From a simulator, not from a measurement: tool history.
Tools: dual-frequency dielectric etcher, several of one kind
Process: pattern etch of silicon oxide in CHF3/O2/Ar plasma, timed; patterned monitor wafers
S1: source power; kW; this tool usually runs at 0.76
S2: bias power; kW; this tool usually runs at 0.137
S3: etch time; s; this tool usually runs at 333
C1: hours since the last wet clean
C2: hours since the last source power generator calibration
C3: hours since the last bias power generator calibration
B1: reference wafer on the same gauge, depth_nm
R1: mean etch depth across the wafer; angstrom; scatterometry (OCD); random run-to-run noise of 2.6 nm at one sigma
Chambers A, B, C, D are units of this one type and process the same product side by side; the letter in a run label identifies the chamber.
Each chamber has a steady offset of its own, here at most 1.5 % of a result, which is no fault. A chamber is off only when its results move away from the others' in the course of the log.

| run | hour | S1 | S2 | S3 | C1 | C2 | C3 | B1 | R1 |
|---|---|---|---|---|---|---|---|---|---|
| 1D | 12.6 | 0.76 | 0.137 | 333 | 301.7 | 1424.9 | 511.1 | 680.32 | 6599.7 |
| 2A | 20.7 | 0.76 | 0.137 | 333 | 185.6 | 1546.8 | 1868 | 680.02 | 6540.4 |
| 3B | 26.5 | 0.76 | 0.137 | 333 | 198.2 | 1420.5 | 2868.2 | 680.23 | 6564.4 |
| 4C | 36.1 | 0.76 | 0.137 | 333 | 232.2 | 4123.8 | 1490.5 | 680.17 | 6725 |
| 5D | 42 | 0.76 | 0.137 | 370 | 331.1 | 1454.3 | 540.5 | 680.68 | 7299.7 |
| 6A | 53.3 | 0.76 | 0.137 | 370 | 218.2 | 1579.4 | 1900.6 | 679.48 | 7245.3 |
|  | 59.8 | chamber D: wet clean of the chamber |
| 7B | 61.3 | 0.76 | 0.137 | 370 | 233 | 1455.3 | 2903 | 679.72 | 7323.5 |
| 8C | 71.8 | 0.76 | 0.137 | 370 | 267.9 | 4159.5 | 1526.2 | 680.18 | 7467.8 |
| 9C | 83.4 | 0.76 | 0.107 | 430 | 279.5 | 4171.1 | 1537.8 | 679.82 | 7984 |
| 10D | 95.7 | 0.76 | 0.107 | 430 | 36 | 1508 | 594.2 | 680.85 | 7822.3 |
| 11A | 106.4 | 0.76 | 0.107 | 430 | 271.3 | 1632.5 | 1953.7 | 680.46 | 7811.1 |
| 12B | 119 | 0.76 | 0.107 | 430 | 290.7 | 1513 | 2960.7 | 680.59 | 7894.8 |
| 13D | 128 | 0.76 | 0.137 | 333 | 68.3 | 1540.3 | 626.5 | 679.93 | 6571.4 |
| 14C | 138.5 | 0.93 | 0.12 | 333 | 334.6 | 4226.2 | 1592.9 | 679.6 | 6990.5 |
| 15B | 149.3 | 0.93 | 0.12 | 333 | 321 | 1543.3 | 2991 | 680.29 | 6847.5 |
| 16A | 156 | 0.93 | 0.12 | 333 | 320.9 | 1682.1 | 2003.3 | 680.5 | 6681.2 |
| 17B | 162.8 | 0.93 | 0.12 | 333 | 334.5 | 1556.8 | 3004.5 | 680.5 | 6857.5 |
| 18D | 168.5 | 0.76 | 0.137 | 333 | 108.8 | 1580.8 | 667 | 679.48 | 6599.6 |
| 19C | 176.7 | 0.85 | 0.137 | 333 | 372.8 | 4264.4 | 1631.1 | 679.75 | 7010.1 |
| 20A | 183.4 | 0.85 | 0.137 | 333 | 348.3 | 1709.5 | 2030.7 | 679.39 | 6767.5 |
| 21B | 190.9 | 0.85 | 0.137 | 333 | 362.6 | 1584.9 | 3032.6 | 680.36 | 6862.1 |
| 22C | 199.8 | 0.85 | 0.137 | 333 | 395.9 | 4287.5 | 1654.2 | 680.65 | 6990.3 |
| 23A | 206.7 | 0.76 | 0.137 | 333 | 371.6 | 1732.8 | 2054 | 680.09 | 6421.7 |
| 24D | 216.7 | 0.76 | 0.137 | 333 | 157 | 1629 | 715.2 | 680.37 | 6609.5 |
|  | 221.5 | chamber C: wet clean of the chamber |
| 25D | 228.5 | 0.76 | 0.137 | 333 | 168.8 | 1640.8 | 727 | 679.32 | 6605 |
| 26B | 241.1 | 0.76 | 0.137 | 333 | 412.8 | 1635.1 | 3082.8 | 679.56 | 6589 |
| 27C | 254.2 | 0.76 | 0.137 | 333 | 32.7 | 4341.9 | 1708.6 | 680 | 6674.4 |
| 28A | 265.2 | 0.76 | 0.137 | 333 | 430.1 | 1791.3 | 2112.5 | 679.32 | 6308.8 |
| 29A | 276.8 | 0.76 | 0.137 | 333 | 441.7 | 1802.9 | 2124.1 | 679.88 | 6310.4 |
| 30C | 288 | 0.76 | 0.137 | 333 | 66.5 | 4375.7 | 1742.4 | 680.14 | 6754.6 |

Has any chamber moved away from the others, gradually or after a service, or does the common gauge drift, or do the chambers differ only by their own small steady offsets? State the chamber and the most likely cause if one applies.

One chamber, A, drifts off from the rest bit by bit.
What lies behind it: etch rate under this chamber's usual, % = 3.6.

Here are 4 candidates for chamber A's next run, each the usual settings with a change, their results left as question marks. Which one brings its results back in line with what the others give on the usual settings?
In line means no further than this from the other chambers' mean on the usual settings: R1 93 angstrom
| 31A-1 | 297.4 | 0.76 | 0.137 | 325 |  |  |  |  | ? |
| 31A-2 | 297.4 | 0.81 | 0.137 | 333 |  |  |  |  | ? |
| 31A-3 | 297.4 | 0.75 | 0.136 | 318.5 |  |  |  |  | ? |
| 31A-4 | 297.4 | 0.86 | 0.137 | 333 |  |  |  |  | ? |

Usual-settings mean across the other chambers: R1 6622.5 angstrom
| run | R1 |
|---|---|
| 31A-1 | 6125.3 |
| 31A-2 | 6436.8 |
| 31A-3 | 5957.6 |
| 31A-4 | 6591.8 |
31A-4 brings the chamber back in line.
